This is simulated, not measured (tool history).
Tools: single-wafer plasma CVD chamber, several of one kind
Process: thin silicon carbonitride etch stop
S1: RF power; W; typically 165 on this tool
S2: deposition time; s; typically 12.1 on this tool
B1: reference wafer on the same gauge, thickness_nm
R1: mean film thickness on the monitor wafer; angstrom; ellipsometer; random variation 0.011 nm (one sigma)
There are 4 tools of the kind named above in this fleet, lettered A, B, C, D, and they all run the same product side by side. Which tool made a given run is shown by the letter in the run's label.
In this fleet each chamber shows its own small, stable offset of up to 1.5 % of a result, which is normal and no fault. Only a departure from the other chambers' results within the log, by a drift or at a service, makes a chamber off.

run,day,S1,S2,B1,R1
1C,0.279,165,12.1,6.4806,64.931
2B,0.454,165,12.1,6.4748,65.866
3A,0.646,165,12.1,6.4742,65.626
4D,0.829,165,12.1,6.4745,64.99
5D,1.154,195,12.1,6.474,68.277
6C,1.392,195,12.1,6.4742,68.341
7A,1.558,195,12.1,6.4682,68.851
8B,1.746,195,12.1,6.471,69.08
9B,1.9,165,12.1,6.4679,65.553
# day 2.042: chamber B: RF generator calibrated
10C,2.146,165,12.1,6.4697,64.808
11A,2.392,165,12.1,6.4689,65.728
12D,2.692,165,12.1,6.4653,65.033
13C,2.896,165,12.1,6.4695,64.485
14D,3.142,165,12.1,6.467,65.011
15A,3.4,165,12.1,6.4632,65.441
16B,3.592,165,12.1,6.4601,65.62
17B,3.833,165,12.1,6.4591,65.594
18A,4.05,165,12.1,6.4573,65.639
# day 4.246: chamber A: thermocouple changed; heater temperature recalibrated
19C,4.346,165,12.1,6.4573,64.515
20D,4.546,165,12.1,6.4549,64.639
21C,4.838,165,12.1,6.4566,64.56
22D,5.133,165,12.1,6.4528,64.776
23A,5.4,150,11.2,6.451,58.677
24B,5.571,150,11.2,6.4465,59.045
25B,5.783,150,11.2,6.449,58.999
26D,6.096,150,11.2,6.4457,58.224
27C,6.404,165,12.1,6.4445,64.557
28A,6.638,165,13.6,6.4423,73.572
29D,6.792,165,13.6,6.442,72.618
30C,7.092,165,13.6,6.4417,72.566
31A,7.408,165,13.6,6.4433,73.162
32B,7.588,165,12.1,6.4391,65.686
33B,7.862,165,12.1,6.4376,65.555
34C,8.038,165,12.1,6.4359,64.526
35D,8.217,165,12.1,6.4351,64.632
36A,8.362,165,12.1,6.4361,65.116

For the next run the whole fleet of 4 chambers uses the same settings. Give each chamber's results:
37A,8.6,165,12.1,,?
37B,8.6,165,12.1,,?
37C,8.6,165,12.1,,?
37D,8.6,165,12.1,,?

run,R1
37A,65.228
37B,65.516
37C,64.553
37D,64.694
